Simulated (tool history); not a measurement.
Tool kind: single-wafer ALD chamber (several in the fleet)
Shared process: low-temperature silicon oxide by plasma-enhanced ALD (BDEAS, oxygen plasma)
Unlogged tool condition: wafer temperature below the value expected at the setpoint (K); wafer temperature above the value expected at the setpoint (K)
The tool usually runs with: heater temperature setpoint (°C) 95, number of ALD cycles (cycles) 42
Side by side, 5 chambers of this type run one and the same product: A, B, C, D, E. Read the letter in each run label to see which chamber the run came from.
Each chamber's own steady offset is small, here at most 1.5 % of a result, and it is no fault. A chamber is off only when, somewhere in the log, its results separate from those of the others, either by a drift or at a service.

run	hour	heater temperature setpoint (°C)	number of ALD cycles (cycles)	hours since the last thermocouple change	read-back reference wafer on the same gauge, thickness_nm	mean film thickness on the monitor wafer (Å)
1A	7.7	95	42	826.4	5.259	60.592
2D	14.8	95	42	582.5	5.2593	61
# hour 15.9: chamber E: thermocouple changed; heater temperature recalibrated
3C	22.7	95	42	1429.1	5.257	61.593
4B	28.4	95	42	285.9	5.2554	61.39
5E	34.2	95	42	18.3	5.2557	61.81
6E	40	95	42	24.1	5.255	61.662
7B	47.5	95	42	305	5.2549	61.405
8C	53.3	95	42	1459.7	5.2525	61.522
9D	58.1	95	42	625.8	5.2518	60.965
10A	61.7	95	42	880.4	5.2546	60.494
11C	66.8	95	42	1473.2	5.2523	61.445
12E	70.9	95	42	55	5.2513	61.762
13A	75.8	95	42	894.5	5.2509	60.482
14B	80.8	95	42	338.3	5.2496	61.29
15D	84.6	95	42	652.3	5.2502	60.92
16D	92.6	95	42	660.3	5.2492	60.994
17C	97.4	95	42	1503.8	5.2476	61.311
18E	102.6	95	42	86.7	5.2489	61.68
19A	106.5	95	42	925.2	5.247	60.511
20B	110.6	95	42	368.1	5.2463	61.151
21D	118	89	38	685.7	5.2444	56.319
22C	125.6	89	38	1532	5.2449	56.666
23A	131.1	89	38	949.8	5.2444	55.682
24E	136.2	89	38	120.3	5.2439	56.918
25B	141.2	89	38	398.7	5.2413	56.383
26C	147	95	42	1553.4	5.2422	61.429
27A	155	95	42	973.7	5.2398	60.393
28E	163	95	42	147.1	5.2407	61.535
29D	170.7	95	42	738.4	5.2382	60.886
30B	175.9	87	45	433.4	5.2376	67.309
31D	179.9	87	45	747.6	5.2376	67.004
32A	185	87	45	1003.7	5.2377	66.372
33C	192.9	87	45	1599.3	5.2357	67.643
34B	200.7	87	45	458.2	5.2354	67.426

Predict what each chamber gives when all 5 of them run the settings below next.
35A	206.5	95	48			?
35B	206.5	95	48			?
35C	206.5	95	48			?
35D	206.5	95	48			?
35E	206.5	95	48			?

run	mean film thickness on the monitor wafer (Å)
35A	68.906
35B	69.975
35C	69.925
35D	69.598
35E	70.283
